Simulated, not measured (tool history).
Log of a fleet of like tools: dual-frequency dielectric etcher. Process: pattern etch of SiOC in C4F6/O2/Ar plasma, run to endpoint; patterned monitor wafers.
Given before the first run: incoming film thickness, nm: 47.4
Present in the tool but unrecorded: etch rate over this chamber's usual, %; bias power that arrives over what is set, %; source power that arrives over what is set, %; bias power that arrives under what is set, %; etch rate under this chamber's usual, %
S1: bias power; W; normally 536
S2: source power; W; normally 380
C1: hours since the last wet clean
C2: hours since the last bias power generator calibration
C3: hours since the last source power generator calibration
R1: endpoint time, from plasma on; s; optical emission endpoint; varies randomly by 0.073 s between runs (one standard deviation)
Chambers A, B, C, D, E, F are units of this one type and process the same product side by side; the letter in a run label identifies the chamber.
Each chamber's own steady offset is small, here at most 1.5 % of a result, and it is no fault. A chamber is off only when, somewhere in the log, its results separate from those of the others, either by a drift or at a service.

run	hour	S1	S2	C1	C2	C3	R1
1F	12.7	536	380	592.8	107.4	2114.3	16.126
2D	25.9	536	380	228.0	2562.1	578.0	15.808
3C	35.9	536	380	363.2	3784.3	996.7	15.852
# hour 41.2: chamber C: wet clean of the chamber
# hour 45.2: chamber A: bias power generator calibrated
4A	48.2	536	380	122.8	3.1	3005.6	15.772
5E	61.4	536	380	196.1	160.4	1526.5	15.955
6B	74.0	536	380	433.6	369.5	1524.3	15.646
7C	80.7	536	380	39.6	3829.1	1041.5	15.893
# hour 86.0: chamber B: wet clean of the chamber
8B	90.4	536	380	4.4	385.9	1540.7	15.526
9A	104.0	536	380	178.6	58.9	3061.4	15.790
10D	113.8	536	380	315.9	2650.0	665.9	15.971
11F	120.1	536	380	700.2	214.8	2221.7	16.053
12E	132.6	536	380	267.3	231.6	1597.7	15.957
13F	144.2	536	380	724.3	238.9	2245.8	16.113
# hour 145.0: chamber F: wet clean of the chamber
14B	156.4	536	380	70.4	451.9	1606.7	15.655
15D	170.6	536	380	372.7	2706.8	722.7	15.946
# hour 176.6: chamber F: source power generator calibrated
16E	180.9	536	380	315.6	279.9	1646.0	15.954
17A	191.4	536	380	266.0	146.3	3148.8	15.729
18C	200.3	536	310	159.2	3948.7	1161.1	17.036
19E	214.3	536	310	349.0	313.3	1679.4	17.272
20F	221.3	536	310	76.4	316.0	44.7	17.420
21B	231.2	536	310	145.2	526.7	1681.5	16.763
22A	239.5	536	310	314.1	194.4	3196.9	16.852
23D	248.5	536	310	450.6	2784.7	800.6	17.242
24C	256.4	536	380	215.3	4004.8	1217.2	15.885
25A	269.1	536	380	343.7	224.0	3226.5	15.828
26B	280.8	611	350	194.8	576.3	1731.1	15.317
27C	290.0	611	350	248.9	4038.4	1250.8	15.459
28E	301.1	611	350	435.8	400.1	1766.2	15.776
29D	314.0	611	350	516.1	2850.2	866.1	15.774
30F	323.8	611	350	178.9	418.5	147.2	15.688
31E	331.4	611	350	466.1	430.4	1796.5	15.762
32B	341.6	536	380	255.6	637.1	1791.9	15.647
33C	355.0	536	380	313.9	4103.4	1315.8	15.759
34F	366.6	536	380	221.7	461.3	190.0	16.038
35A	377.1	536	380	451.7	332.0	3334.5	15.804
36D	386.1	536	380	588.2	2922.3	938.2	16.111
# hour 391.6: chamber C: wet clean of the chamber
37E	398.7	423	330	533.4	497.7	1863.8	18.465
38F	405.5	423	330	260.6	500.2	228.9	18.483
39B	412.2	423	330	326.2	707.7	1862.5	17.976
40D	422.9	423	330	625.0	2959.1	975.0	18.745
41C	434.3	423	330	42.8	4182.7	1395.1	18.144

Is one chamber off against the others, does the gauge drift, or is nothing wrong? If a chamber is off, say which, and what the likeliest cause is.

Chamber D drifts away from the others.
Most likely cause: etch rate under this chamber's usual, % = 2.84.

Here are 4 candidates for chamber D's next run, each the usual settings with a change, their results left as question marks. Which one brings its results back in line with what the others give on the usual settings?
Allowed miss from the other chambers' usual-settings mean, per result, to count as in line: R1 0.260 s
42D-1	444.5	536	440				?
42D-2	444.5	570	380				?
42D-3	444.5	461	380				?
42D-4	444.5	520	370				?

The mean the other chambers reach with the usual settings: R1 15.865 s
run	R1
42D-1	15.400
42D-2	15.886
42D-3	17.223
42D-4	16.620
42D-2 puts the chamber back in line with the other chambers.

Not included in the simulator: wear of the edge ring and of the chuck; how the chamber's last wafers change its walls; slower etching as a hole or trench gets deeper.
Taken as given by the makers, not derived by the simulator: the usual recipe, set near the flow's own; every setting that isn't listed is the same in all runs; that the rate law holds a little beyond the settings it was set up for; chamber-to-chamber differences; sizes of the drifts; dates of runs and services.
